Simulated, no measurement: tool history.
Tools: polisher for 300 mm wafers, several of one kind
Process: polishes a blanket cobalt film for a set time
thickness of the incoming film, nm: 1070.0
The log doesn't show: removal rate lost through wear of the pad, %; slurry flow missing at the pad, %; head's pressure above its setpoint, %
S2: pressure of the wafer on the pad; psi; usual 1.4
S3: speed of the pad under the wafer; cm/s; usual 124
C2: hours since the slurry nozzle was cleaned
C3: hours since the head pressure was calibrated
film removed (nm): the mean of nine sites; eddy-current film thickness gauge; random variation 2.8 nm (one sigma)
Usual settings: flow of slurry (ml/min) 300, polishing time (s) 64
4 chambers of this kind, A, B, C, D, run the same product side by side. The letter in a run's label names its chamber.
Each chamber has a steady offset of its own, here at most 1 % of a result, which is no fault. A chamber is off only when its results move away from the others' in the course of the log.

At hour 1.9: chamber D: worn pad replaced by a new one.
Run 1D, hour 5.9: usual settings; wafers polished on this pad 29; C2 376.6; C3 919.5. Result: film removed (nm) 302.79.
Run 2B, hour 12.7: usual settings; wafers polished on this pad 110; C2 504.1; C3 244.2. Result: film removed (nm) 300.88.
Run 3A, hour 22.0: usual settings; wafers polished on this pad 682; C2 155.3; C3 334.2. Result: film removed (nm) 302.72.
At hour 24.9: chamber A: worn pad replaced by a new one.
Run 4C, hour 34.6: usual settings; wafers polished on this pad 1047; C2 61.4; C3 745.1. Result: film removed (nm) 305.24.
Run 5B, hour 41.7: usual settings; wafers polished on this pad 319; C2 533.1; C3 273.2. Result: film removed (nm) 294.90.
Run 6C, hour 50.9: usual settings; wafers polished on this pad 1164; C2 77.7; C3 761.4. Result: film removed (nm) 302.74.
At hour 53.4: chamber D: slurry nozzle cleaned.
Run 7D, hour 62.8: usual settings; wafers polished on this pad 438; C2 9.5; C3 976.4. Result: film removed (nm) 304.21.
Run 8A, hour 73.8: usual settings; wafers polished on this pad 351; C2 207.1; C3 386.0. Result: film removed (nm) 304.70.
At hour 78.9: chamber C: worn pad replaced by a new one.
Run 9D, hour 82.2: usual settings but polishing time (s) 79; wafers polished on this pad 578; C2 28.9; C3 995.8. Result: film removed (nm) 375.16.
At hour 85.3: chamber B: worn pad replaced by a new one.
Run 10B, hour 94.1: usual settings but polishing time (s) 79; wafers polished on this pad 63; C2 585.5; C3 325.6. Result: film removed (nm) 370.29.
Run 11C, hour 103.2: usual settings but polishing time (s) 79; wafers polished on this pad 175; C2 130.0; C3 813.7. Result: film removed (nm) 363.76.
Run 12A, hour 112.1: usual settings but polishing time (s) 79; wafers polished on this pad 627; C2 245.4; C3 424.3. Result: film removed (nm) 364.98.
Run 13C, hour 118.5: usual settings; wafers polished on this pad 285; C2 145.3; C3 829.0. Result: film removed (nm) 304.60.
At hour 120.0: chamber A: worn pad replaced by a new one.
Run 14A, hour 129.1: usual settings; wafers polished on this pad 65; C2 262.4; C3 441.3. Result: film removed (nm) 299.86.
Run 15D, hour 141.3: usual settings; wafers polished on this pad 1003; C2 88.0; C3 1054.9. Result: film removed (nm) 304.27.
At hour 146.6: chamber B: slurry nozzle cleaned.
Run 16B, hour 151.9: usual settings; wafers polished on this pad 479; C2 5.4; C3 383.4. Result: film removed (nm) 293.65.
Run 17D, hour 162.3: usual settings; wafers polished on this pad 1154; C2 109.0; C3 1075.9. Result: film removed (nm) 301.19.
At hour 170.9: chamber D: worn pad replaced by a new one.
At hour 171.6: chamber B: worn pad replaced by a new one.
Run 18C, hour 171.7: usual settings; wafers polished on this pad 668; C2 198.5; C3 882.2. Result: film removed (nm) 301.11.
At hour 179.4: chamber C: head pressure recalibrated.
Run 19B, hour 181.1: usual settings; wafers polished on this pad 68; C2 34.6; C3 412.6. Result: film removed (nm) 298.47.
Run 20A, hour 194.3: usual settings; wafers polished on this pad 534; C2 327.6; C3 506.5. Result: film removed (nm) 303.51.
Run 21B, hour 201.9: usual settings but S2 1.8 psi, S3 148 cm/s; wafers polished on this pad 218; C2 55.4; C3 433.4. Result: film removed (nm) 455.36.
Run 22A, hour 214.1: usual settings but S2 1.8 psi, S3 148 cm/s; wafers polished on this pad 677; C2 347.4; C3 526.3. Result: film removed (nm) 459.76.
At hour 218.5: chamber A: worn pad replaced by a new one.
Run 23C, hour 222.4: usual settings but S2 1.8 psi, S3 148 cm/s; wafers polished on this pad 1032; C2 249.2; C3 43.1. Result: film removed (nm) 491.69.
Run 24D, hour 231.8: usual settings but S2 1.8 psi, S3 148 cm/s; wafers polished on this pad 438; C2 178.5; C3 1145.4. Result: film removed (nm) 461.99.
Run 25D, hour 245.3: usual settings; wafers polished on this pad 535; C2 192.0; C3 1158.9. Result: film removed (nm) 302.18.
Run 26B, hour 258.3: usual settings; wafers polished on this pad 623; C2 111.8; C3 489.8. Result: film removed (nm) 299.68.
Run 27A, hour 266.5: usual settings; wafers polished on this pad 345; C2 399.8; C3 578.7. Result: film removed (nm) 301.28.
At hour 267.1: chamber B: worn pad replaced by a new one.
Run 28C, hour 274.9: usual settings; wafers polished on this pad 1410; C2 301.7; C3 95.6. Result: film removed (nm) 320.38.
At hour 283.3: chamber C: worn pad replaced by a new one.
Run 29B, hour 287.7: usual settings but flow of slurry (ml/min) 390, S3 104 cm/s; wafers polished on this pad 148; C2 141.2; C3 519.2. Result: film removed (nm) 256.80.
At hour 300.3: chamber A: slurry nozzle cleaned.
Run 30A, hour 301.0: usual settings but flow of slurry (ml/min) 390, S3 104 cm/s; wafers polished on this pad 594; C2 0.8; C3 613.2. Result: film removed (nm) 257.70.
At hour 305.4: chamber D: worn pad replaced by a new one.
Run 31D, hour 307.1: usual settings but flow of slurry (ml/min) 390, S3 104 cm/s; wafers polished on this pad 12; C2 253.8; C3 1220.7. Result: film removed (nm) 259.10.
At hour 312.5: chamber A: worn pad replaced by a new one.
Run 32C, hour 315.3: usual settings but flow of slurry (ml/min) 390, S3 104 cm/s; wafers polished on this pad 230; C2 342.1; C3 136.0. Result: film removed (nm) 271.59.
Run 33A, hour 321.7: usual settings; wafers polished on this pad 66; C2 21.5; C3 633.9. Result: film removed (nm) 302.36.
Run 34B, hour 332.6: usual settings; wafers polished on this pad 471; C2 186.1; C3 564.1. Result: film removed (nm) 299.17.
Run 35D, hour 345.3: usual settings; wafers polished on this pad 287; C2 292.0; C3 1258.9. Result: film removed (nm) 303.81.
Run 36C, hour 357.1: usual settings; wafers polished on this pad 531; C2 383.9; C3 177.8. Result: film removed (nm) 318.52.
Run 37C, hour 363.0: usual settings; wafers polished on this pad 573; C2 389.8; C3 183.7. Result: film removed (nm) 322.63.
Run 38D, hour 371.1: usual settings; wafers polished on this pad 473; C2 317.8; C3 1284.7. Result: film removed (nm) 301.19.
At hour 377.4: chamber B: worn pad replaced by a new one.
Run 39A, hour 381.8: usual settings; wafers polished on this pad 499; C2 81.6; C3 694.0. Result: film removed (nm) 300.60.
Run 40B, hour 389.3: usual settings; wafers polished on this pad 85; C2 242.8; C3 620.8. Result: film removed (nm) 298.88.

What goes on in this fleet: one chamber off, a drifting gauge, or nothing beyond the chambers' own small offsets? Name the chamber and the cause, if any.

A service left chamber C off against the others.
Cause: head's pressure above its setpoint, % = 5.62.

Here are 4 candidates for chamber C's next run, each the usual settings with a change, their results left as question marks. Which one brings its results back in line with what the others give on the usual settings?
In line means no further than this from the other chambers' mean on the usual settings: film removed (nm) 9.90
Run 41C-1, hour 399.2: usual settings but S3 132 cm/s. Result: film removed (nm) ?.
Run 41C-2, hour 399.2: usual settings but flow of slurry (ml/min) 305, S3 138 cm/s. Result: film removed (nm) ?.
Run 41C-3, hour 399.2: usual settings but S3 120 cm/s, polishing time (s) 62. Result: film removed (nm) ?.
Run 41C-4, hour 399.2: usual settings but polishing time (s) 57. Result: film removed (nm) ?.

The other chambers' mean on the usual settings: film removed (nm) 300.09
  run  film removed (nm)
41C-1             338.39
41C-2             354.43
41C-3             297.76
41C-4             282.96
41C-3 brings the chamber back in line.
